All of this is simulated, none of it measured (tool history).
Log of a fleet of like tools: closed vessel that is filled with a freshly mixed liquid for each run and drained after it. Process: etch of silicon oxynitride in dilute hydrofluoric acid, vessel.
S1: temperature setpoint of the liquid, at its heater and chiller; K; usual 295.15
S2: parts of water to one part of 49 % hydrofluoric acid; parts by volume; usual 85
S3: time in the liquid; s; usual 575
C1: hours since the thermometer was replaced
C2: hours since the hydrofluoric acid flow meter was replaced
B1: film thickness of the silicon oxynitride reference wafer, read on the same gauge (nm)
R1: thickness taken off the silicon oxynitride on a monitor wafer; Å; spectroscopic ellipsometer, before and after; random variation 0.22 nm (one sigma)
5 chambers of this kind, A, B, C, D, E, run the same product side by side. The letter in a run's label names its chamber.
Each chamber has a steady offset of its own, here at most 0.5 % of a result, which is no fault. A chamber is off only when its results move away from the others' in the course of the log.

Run 1E, hour 7.4: usual settings; C1 1429.6; C2 920.7; B1 89.981. Result: R1 300.57 Å.
Run 2C, hour 12.4: usual settings; C1 1411.1; C2 748.4; B1 89.977. Result: R1 300.58 Å.
Run 3A, hour 17.0: usual settings; C1 303.6; C2 388.6; B1 89.983. Result: R1 303.32 Å.
Run 4D, hour 22.4: usual settings; C1 905.7; C2 1411.4; B1 90.011. Result: R1 298.54 Å.
Run 5B, hour 29.4: usual settings; C1 851.6; C2 1665.7; B1 89.993. Result: R1 299.07 Å.
Run 6A, hour 35.1: usual settings; C1 321.7; C2 406.7; B1 90.027. Result: R1 300.57 Å.
Run 7D, hour 40.9: usual settings; C1 924.2; C2 1429.9; B1 89.987. Result: R1 296.43 Å.
Run 8B, hour 48.5: usual settings; C1 870.7; C2 1684.8; B1 89.996. Result: R1 300.01 Å.
At hour 53.6: chamber C: thermometer replaced.
Run 9C, hour 54.8: usual settings; C1 1.3; C2 790.8; B1 90.004. Result: R1 295.45 Å.
Run 10E, hour 61.4: usual settings; C1 1483.6; C2 974.7; B1 90.006. Result: R1 303.18 Å.
At hour 67.1: chamber C: hydrofluoric acid flow meter replaced.
Run 11A, hour 68.3: usual settings; C1 354.9; C2 439.9; B1 90.006. Result: R1 306.37 Å.
Run 12C, hour 74.6: usual settings but S2 95 parts by volume, S3 305 s; C1 21.1; C2 7.5; B1 90.003. Result: R1 139.12 Å.
Run 13D, hour 81.2: usual settings but S2 95 parts by volume, S3 305 s; C1 964.5; C2 1470.2; B1 89.991. Result: R1 139.97 Å.
Run 14E, hour 86.4: usual settings but S2 95 parts by volume, S3 305 s; C1 1508.6; C2 999.7; B1 89.959. Result: R1 141.37 Å.
Run 15B, hour 89.9: usual settings but S2 95 parts by volume, S3 305 s; C1 912.1; C2 1726.2; B1 89.981. Result: R1 139.53 Å.
Run 16D, hour 96.2: usual settings but S2 95 parts by volume, S3 305 s; C1 979.5; C2 1485.2; B1 90.001. Result: R1 141.33 Å.
Run 17E, hour 100.4: usual settings; C1 1522.6; C2 1013.7; B1 90.013. Result: R1 300.00 Å.
Run 18B, hour 106.2: usual settings but S1 300.15 K, S3 385 s; C1 928.4; C2 1742.5; B1 90.015. Result: R1 256.11 Å.
Run 19C, hour 114.0: usual settings but S1 300.15 K, S3 385 s; C1 60.5; C2 46.9; B1 89.995. Result: R1 254.12 Å.
At hour 116.5: chamber E: hydrofluoric acid flow meter replaced.
Run 20A, hour 119.8: usual settings but S1 300.15 K, S3 385 s; C1 406.4; C2 491.4; B1 90.009. Result: R1 266.73 Å.
At hour 121.6: chamber D: hydrofluoric acid flow meter replaced.
Run 21B, hour 126.9: usual settings but S1 300.15 K, S3 385 s; C1 949.1; C2 1763.2; B1 89.978. Result: R1 252.92 Å.
Run 22D, hour 132.2: usual settings but S1 300.15 K, S3 385 s; C1 1015.5; C2 10.7; B1 90.008. Result: R1 251.11 Å.
Run 23E, hour 137.3: usual settings; C1 1559.5; C2 20.9; B1 89.991. Result: R1 297.18 Å.
Run 24A, hour 142.4: usual settings; C1 429.0; C2 514.0; B1 90.038. Result: R1 323.22 Å.
Run 25C, hour 145.8: usual settings but S1 298.65 K, S3 470 s; C1 92.3; C2 78.7; B1 90.015. Result: R1 288.94 Å.
Run 26E, hour 153.0: usual settings but S1 298.65 K, S3 470 s; C1 1575.2; C2 36.6; B1 90.019. Result: R1 288.71 Å.
Run 27D, hour 159.0: usual settings but S1 298.65 K, S3 470 s; C1 1042.3; C2 37.5; B1 90.000. Result: R1 288.09 Å.
Run 28B, hour 162.7: usual settings but S1 298.65 K, S3 470 s; C1 984.9; C2 1799.0; B1 90.029. Result: R1 287.79 Å.
At hour 167.2: chamber A: hydrofluoric acid flow meter replaced.
Run 29C, hour 169.4: usual settings but S1 298.65 K, S3 470 s; C1 115.9; C2 102.3; B1 90.012. Result: R1 294.24 Å.
Run 30A, hour 176.2: usual settings but S3 805 s; C1 462.8; C2 9.0; B1 90.004. Result: R1 453.99 Å.
Run 31A, hour 181.6: usual settings but S3 805 s; C1 468.2; C2 14.4; B1 90.008. Result: R1 453.19 Å.
Run 32D, hour 187.7: usual settings but S3 805 s; C1 1071.0; C2 66.2; B1 90.003. Result: R1 416.77 Å.

Next, every chamber runs the same settings. What will each give?
Run 33A, hour 193.3: usual settings but S1 292.65 K. Result: R1 ?.
Run 33B, hour 193.3: usual settings but S1 292.65 K. Result: R1 ?.
Run 33C, hour 193.3: usual settings but S1 292.65 K. Result: R1 ?.
Run 33D, hour 193.3: usual settings but S1 292.65 K. Result: R1 ?.
Run 33E, hour 193.3: usual settings but S1 292.65 K. Result: R1 ?.

run      R1
33A  290.09
33B  264.51
33C  264.16
33D  260.29
33E  262.90
